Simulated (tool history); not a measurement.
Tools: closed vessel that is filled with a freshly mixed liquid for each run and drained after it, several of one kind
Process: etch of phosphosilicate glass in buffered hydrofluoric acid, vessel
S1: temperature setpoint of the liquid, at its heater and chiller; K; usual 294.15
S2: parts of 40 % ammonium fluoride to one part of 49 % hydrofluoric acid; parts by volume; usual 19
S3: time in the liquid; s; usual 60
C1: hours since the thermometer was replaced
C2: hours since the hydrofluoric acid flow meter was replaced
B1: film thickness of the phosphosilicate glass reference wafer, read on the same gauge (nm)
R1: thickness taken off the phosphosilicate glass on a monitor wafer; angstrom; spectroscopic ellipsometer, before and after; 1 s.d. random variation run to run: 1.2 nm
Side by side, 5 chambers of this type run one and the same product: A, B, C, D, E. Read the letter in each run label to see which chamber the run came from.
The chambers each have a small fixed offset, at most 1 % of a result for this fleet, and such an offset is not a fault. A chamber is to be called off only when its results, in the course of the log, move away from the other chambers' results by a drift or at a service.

{"run": "1C", "hour": 12.6, "S1": 294.15, "S2": 19, "S3": 60, "C1": 155.3, "C2": 122.1, "B1": 79.987, "R1": 2243.5}
{"run": "2D", "hour": 22.8, "S1": 294.15, "S2": 19, "S3": 60, "C1": 348.4, "C2": 789.7, "B1": 79.98, "R1": 2210.7}
{"run": "3B", "hour": 36.0, "S1": 294.15, "S2": 19, "S3": 60, "C1": 798.7, "C2": 76.6, "B1": 79.96, "R1": 2259.2}
{"run": "4A", "hour": 43.0, "S1": 294.15, "S2": 19, "S3": 60, "C1": 298.8, "C2": 1099.2, "B1": 79.981, "R1": 2215.6}
{"run": "5E", "hour": 54.8, "S1": 298.15, "S2": 19, "S3": 60, "C1": 256.3, "C2": 534.6, "B1": 80.041, "R1": 2726}
{"run": "6B", "hour": 63.9, "S1": 298.15, "S2": 19, "S3": 60, "C1": 826.6, "C2": 104.5, "B1": 80.055, "R1": 2793.5}
{"run": "7C", "hour": 71.6, "S1": 298.15, "S2": 19, "S3": 60, "C1": 214.3, "C2": 181.1, "B1": 79.975, "R1": 2786.2}
{"run": "8A", "hour": 79.4, "S1": 298.15, "S2": 19, "S3": 60, "C1": 335.2, "C2": 1135.6, "B1": 79.98, "R1": 2773}
{"run": "9D", "hour": 91.1, "S1": 298.15, "S2": 19, "S3": 60, "C1": 416.7, "C2": 858, "B1": 79.99, "R1": 2793.3}
{"run": "10E", "hour": 105.3, "S1": 294.15, "S2": 19, "S3": 60, "C1": 306.8, "C2": 585.1, "B1": 80.067, "R1": 2177.9}
{"run": "11D", "hour": 118.5, "S1": 294.15, "S2": 19, "S3": 60, "C1": 444.1, "C2": 885.4, "B1": 79.997, "R1": 2204.4}
{"run": "12A", "hour": 133.8, "S1": 294.15, "S2": 19, "S3": 60, "C1": 389.6, "C2": 1190, "B1": 79.961, "R1": 2199.7}
{"run": "13B", "hour": 144.5, "S1": 294.15, "S2": 19, "S3": 60, "C1": 907.2, "C2": 185.1, "B1": 80.023, "R1": 2229}
{"run": "14E", "hour": 151.5, "S1": 294.15, "S2": 19, "S3": 60, "C1": 353, "C2": 631.3, "B1": 79.993, "R1": 2178.4}
{"run": "15C", "hour": 162.2, "S1": 294.15, "S2": 19, "S3": 60, "C1": 304.9, "C2": 271.7, "B1": 79.975, "R1": 2237.5}
{"run": "16C", "hour": 176.6, "S1": 294.15, "S2": 19, "S3": 60, "C1": 319.3, "C2": 286.1, "B1": 80.022, "R1": 2208.3}
{"run": "17D", "hour": 185.1, "S1": 294.15, "S2": 19, "S3": 60, "C1": 510.7, "C2": 952, "B1": 80.011, "R1": 2215.9}
{"run": "18A", "hour": 196.5, "S1": 294.15, "S2": 19, "S3": 60, "C1": 452.3, "C2": 1252.7, "B1": 80.01, "R1": 2169.8}
{"run": "19E", "hour": 210.6, "S1": 294.15, "S2": 19, "S3": 60, "C1": 412.1, "C2": 690.4, "B1": 79.987, "R1": 2201.3}
{"run": "20B", "hour": 226.2, "S1": 294.15, "S2": 19, "S3": 60, "C1": 988.9, "C2": 266.8, "B1": 80.009, "R1": 2230.1}
{"run": "21B", "hour": 236.5, "S1": 294.15, "S2": 19, "S3": 60, "C1": 999.2, "C2": 277.1, "B1": 79.935, "R1": 2223.7}
{"hour": 238.2, "done": "chamber D: thermometer replaced"}
{"run": "22C", "hour": 248.5, "S1": 294.15, "S2": 19, "S3": 60, "C1": 391.2, "C2": 358, "B1": 80.012, "R1": 2216.9}
{"run": "23D", "hour": 264.4, "S1": 294.15, "S2": 19, "S3": 60, "C1": 26.3, "C2": 1031.3, "B1": 79.969, "R1": 2236.6}
{"run": "24E", "hour": 280.0, "S1": 294.15, "S2": 19, "S3": 60, "C1": 481.5, "C2": 759.8, "B1": 79.972, "R1": 2182.8}
{"run": "25A", "hour": 290.7, "S1": 298.65, "S2": 15, "S3": 60, "C1": 546.5, "C2": 1346.9, "B1": 79.985, "R1": 3456.5}
{"run": "26B", "hour": 300.0, "S1": 298.65, "S2": 15, "S3": 60, "C1": 1062.7, "C2": 340.6, "B1": 79.95, "R1": 3591.9}
{"run": "27E", "hour": 311.9, "S1": 298.65, "S2": 15, "S3": 60, "C1": 513.4, "C2": 791.7, "B1": 80.015, "R1": 3509.8}
{"run": "28C", "hour": 319.2, "S1": 298.65, "S2": 15, "S3": 60, "C1": 461.9, "C2": 428.7, "B1": 80.017, "R1": 3603.6}
{"run": "29A", "hour": 326.6, "S1": 298.65, "S2": 15, "S3": 60, "C1": 582.4, "C2": 1382.8, "B1": 80.037, "R1": 3438.6}
{"run": "30D", "hour": 338.0, "S1": 294.15, "S2": 19, "S3": 60, "C1": 99.9, "C2": 1104.9, "B1": 79.986, "R1": 2213.7}
{"run": "31A", "hour": 347.7, "S1": 294.15, "S2": 19, "S3": 60, "C1": 603.5, "C2": 1403.9, "B1": 79.985, "R1": 2086.8}
{"run": "32B", "hour": 362.8, "S1": 294.15, "S2": 19, "S3": 60, "C1": 1125.5, "C2": 403.4, "B1": 79.977, "R1": 2215.2}
{"run": "33C", "hour": 375.5, "S1": 294.15, "S2": 19, "S3": 60, "C1": 518.2, "C2": 485, "B1": 80.011, "R1": 2223.2}
{"run": "34D", "hour": 388.0, "S1": 294.15, "S2": 19, "S3": 60, "C1": 149.9, "C2": 1154.9, "B1": 79.938, "R1": 2228.9}
{"run": "35E", "hour": 395.3, "S1": 294.15, "S2": 19, "S3": 60, "C1": 596.8, "C2": 875.1, "B1": 80, "R1": 2204.1}
{"run": "36D", "hour": 406.4, "S1": 294.15, "S2": 19, "S3": 60, "C1": 168.3, "C2": 1173.3, "B1": 80.021, "R1": 2221.4}
{"run": "37C", "hour": 416.6, "S1": 294.15, "S2": 19, "S3": 60, "C1": 559.3, "C2": 526.1, "B1": 79.971, "R1": 2225.9}
{"run": "38E", "hour": 423.7, "S1": 294.15, "S2": 19, "S3": 60, "C1": 625.2, "C2": 903.5, "B1": 80.018, "R1": 2221.2}
{"run": "39A", "hour": 432.2, "S1": 294.15, "S2": 19, "S3": 60, "C1": 688, "C2": 1488.4, "B1": 79.967, "R1": 2047.6}
{"run": "40B", "hour": 441.4, "S1": 294.15, "S2": 19, "S3": 60, "C1": 1204.1, "C2": 482, "B1": 79.958, "R1": 2222}

All 5 chambers run these settings next. Forecast each chamber's results:
{"run": "41A", "hour": 452.8, "S1": 294.15, "S2": 19, "S3": 60, "R1": "?"}
{"run": "41B", "hour": 452.8, "S1": 294.15, "S2": 19, "S3": 60, "R1": "?"}
{"run": "41C", "hour": 452.8, "S1": 294.15, "S2": 19, "S3": 60, "R1": "?"}
{"run": "41D", "hour": 452.8, "S1": 294.15, "S2": 19, "S3": 60, "R1": "?"}
{"run": "41E", "hour": 452.8, "S1": 294.15, "S2": 19, "S3": 60, "R1": "?"}

run=41A R1=2027.3
run=41B R1=2209.4
run=41C R1=2218.4
run=41D R1=2200.6
run=41E R1=2184.4
